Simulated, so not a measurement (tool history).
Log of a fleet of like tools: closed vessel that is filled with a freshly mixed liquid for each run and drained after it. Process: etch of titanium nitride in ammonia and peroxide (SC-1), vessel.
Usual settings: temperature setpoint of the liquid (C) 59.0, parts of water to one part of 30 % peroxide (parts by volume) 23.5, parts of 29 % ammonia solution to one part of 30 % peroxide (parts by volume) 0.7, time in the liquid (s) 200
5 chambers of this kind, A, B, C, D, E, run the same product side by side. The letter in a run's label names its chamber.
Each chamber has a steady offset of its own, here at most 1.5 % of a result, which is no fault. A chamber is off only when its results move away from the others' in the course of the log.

| run | hour | temperature setpoint of the liquid (C) | parts of water to one part of 30 % peroxide (parts by volume) | parts of 29 % ammonia solution to one part of 30 % peroxide (parts by volume) | time in the liquid (s) | hours since the thermometer was replaced | hours since the ammonia flow meter was replaced | hours since the drum of ammonia solution was connected | read-back film thickness of the titanium nitride reference wafer, read on the same gauge (nm) | thickness taken off the titanium nitride on a monitor wafer (nm) |
|---|---|---|---|---|---|---|---|---|---|---|
| 1B | 5.1 | 59.0 | 23.5 | 0.7 | 200 | 426.2 | 925.2 | 240.0 | 100.000 | 21.061 |
| 2E | 11.4 | 59.0 | 23.5 | 0.7 | 200 | 304.4 | 524.4 | 449.9 | 99.980 | 20.800 |
| 3C | 19.7 | 59.0 | 23.5 | 0.7 | 200 | 161.1 | 141.1 | 105.2 | 99.995 | 20.957 |
| 4A | 26.0 | 59.0 | 23.5 | 0.7 | 200 | 994.2 | 1735.9 | 169.6 | 99.997 | 20.543 |
| 5D | 31.5 | 59.0 | 23.5 | 0.7 | 200 | 595.6 | 1417.0 | 143.4 | 100.010 | 20.287 |
| 6A | 39.6 | 59.0 | 23.5 | 0.7 | 200 | 1007.8 | 1749.5 | 183.2 | 99.977 | 20.515 |
| 7C | 45.8 | 59.0 | 23.5 | 0.7 | 200 | 187.2 | 167.2 | 131.3 | 99.989 | 20.762 |
| 8E | 54.0 | 59.0 | 23.5 | 0.7 | 200 | 347.0 | 567.0 | 492.5 | 100.010 | 20.500 |
| 9D | 58.8 | 59.0 | 14.5 | 0.7 | 270 | 622.9 | 1444.3 | 170.7 | 100.010 | 35.988 |
| 10B | 65.9 | 59.0 | 14.5 | 0.7 | 270 | 487.0 | 986.0 | 300.8 | 100.000 | 36.807 |
| 11B | 73.9 | 59.0 | 14.5 | 0.7 | 270 | 495.0 | 994.0 | 308.8 | 100.010 | 37.362 |
| 12C | 81.9 | 59.0 | 14.5 | 0.7 | 270 | 223.3 | 203.3 | 167.4 | 99.950 | 36.967 |
| 13D | 89.6 | 59.0 | 14.5 | 0.7 | 270 | 653.7 | 1475.1 | 201.5 | 99.994 | 35.873 |
| 14E | 95.9 | 59.0 | 23.5 | 0.7 | 200 | 388.9 | 608.9 | 534.4 | 99.988 | 20.895 |
|  | 99.4 | chamber B: new drum of ammonia solution connected |
| 15A | 101.5 | 59.0 | 23.5 | 0.7 | 200 | 1069.7 | 1811.4 | 245.1 | 99.966 | 20.989 |
| 16D | 110.0 | 59.0 | 23.5 | 0.7 | 200 | 674.1 | 1495.5 | 221.9 | 99.989 | 20.925 |
| 17A | 113.9 | 59.0 | 23.5 | 0.7 | 200 | 1082.1 | 1823.8 | 257.5 | 100.010 | 20.640 |
| 18B | 121.2 | 59.0 | 23.5 | 0.7 | 200 | 542.3 | 1041.3 | 21.9 | 100.000 | 20.980 |
| 19C | 128.8 | 59.0 | 23.5 | 0.7 | 200 | 270.2 | 250.2 | 214.3 | 100.040 | 21.069 |
| 20E | 136.6 | 59.0 | 23.5 | 0.7 | 200 | 429.6 | 649.6 | 575.1 | 99.994 | 20.399 |
| 21B | 141.6 | 59.0 | 23.5 | 0.7 | 200 | 562.7 | 1061.7 | 42.3 | 99.981 | 20.798 |
| 22A | 146.2 | 59.0 | 23.5 | 0.7 | 200 | 1114.4 | 1856.1 | 289.8 | 100.020 | 20.592 |
| 23C | 152.8 | 59.0 | 23.5 | 0.7 | 200 | 294.2 | 274.2 | 238.3 | 99.998 | 20.938 |
| 24D | 159.9 | 59.0 | 23.5 | 0.7 | 200 | 724.0 | 1545.4 | 271.8 | 99.994 | 20.347 |
| 25E | 166.0 | 59.0 | 23.5 | 0.7 | 200 | 459.0 | 679.0 | 604.5 | 99.991 | 20.555 |
|  | 171.1 | chamber A: ammonia flow meter replaced |
| 26C | 173.2 | 65.5 | 17.0 | 0.7 | 200 | 314.6 | 294.6 | 258.7 | 99.993 | 38.345 |
| 27D | 177.8 | 65.5 | 17.0 | 0.7 | 200 | 741.9 | 1563.3 | 289.7 | 99.997 | 37.830 |
| 28A | 182.4 | 65.5 | 17.0 | 0.7 | 200 | 1150.6 | 11.4 | 326.0 | 99.985 | 37.102 |
|  | 186.8 | chamber C: new drum of ammonia solution connected |
| 29E | 188.1 | 65.5 | 17.0 | 0.7 | 200 | 481.1 | 701.1 | 626.6 | 100.000 | 37.766 |
| 30B | 194.8 | 65.5 | 17.0 | 0.7 | 200 | 615.9 | 1114.9 | 95.5 | 99.991 | 36.954 |
| 31C | 199.9 | 59.0 | 23.5 | 0.7 | 200 | 341.3 | 321.3 | 13.1 | 100.010 | 21.034 |
|  | 205.0 | chamber D: ammonia flow meter replaced |
| 32D | 205.7 | 59.0 | 23.5 | 0.7 | 200 | 769.8 | 0.8 | 317.6 | 100.010 | 20.409 |
| 33B | 210.5 | 59.0 | 23.5 | 0.7 | 200 | 631.6 | 1130.6 | 111.2 | 99.970 | 20.962 |
| 34A | 217.7 | 59.0 | 23.5 | 0.7 | 200 | 1185.9 | 46.7 | 361.3 | 100.000 | 20.576 |
| 35E | 222.9 | 59.0 | 23.5 | 0.7 | 200 | 515.9 | 735.9 | 661.4 | 100.000 | 20.274 |
| 36D | 230.6 | 59.0 | 23.5 | 0.7 | 200 | 794.7 | 25.7 | 342.5 | 99.973 | 20.502 |
| 37A | 238.4 | 59.0 | 23.5 | 0.7 | 200 | 1206.6 | 67.4 | 382.0 | 99.971 | 20.538 |
| 38E | 246.7 | 59.0 | 23.5 | 0.7 | 200 | 539.7 | 759.7 | 685.2 | 99.974 | 20.900 |
| 39C | 251.3 | 59.0 | 23.5 | 0.7 | 200 | 392.7 | 372.7 | 64.5 | 99.979 | 20.840 |
| 40B | 258.8 | 59.0 | 23.5 | 0.7 | 200 | 679.9 | 1178.9 | 159.5 | 99.985 | 20.861 |

Next, every chamber runs the same settings. What will each give?
| 41A | 265.0 | 59.0 | 23.5 | 0.7 | 200 |  |  |  |  | ? |
| 41B | 265.0 | 59.0 | 23.5 | 0.7 | 200 |  |  |  |  | ? |
| 41C | 265.0 | 59.0 | 23.5 | 0.7 | 200 |  |  |  |  | ? |
| 41D | 265.0 | 59.0 | 23.5 | 0.7 | 200 |  |  |  |  | ? |
| 41E | 265.0 | 59.0 | 23.5 | 0.7 | 200 |  |  |  |  | ? |

| run | thickness taken off the titanium nitride on a monitor wafer (nm) |
|---|---|
| 41A | 20.604 |
| 41B | 20.996 |
| 41C | 20.851 |
| 41D | 20.633 |
| 41E | 20.412 |

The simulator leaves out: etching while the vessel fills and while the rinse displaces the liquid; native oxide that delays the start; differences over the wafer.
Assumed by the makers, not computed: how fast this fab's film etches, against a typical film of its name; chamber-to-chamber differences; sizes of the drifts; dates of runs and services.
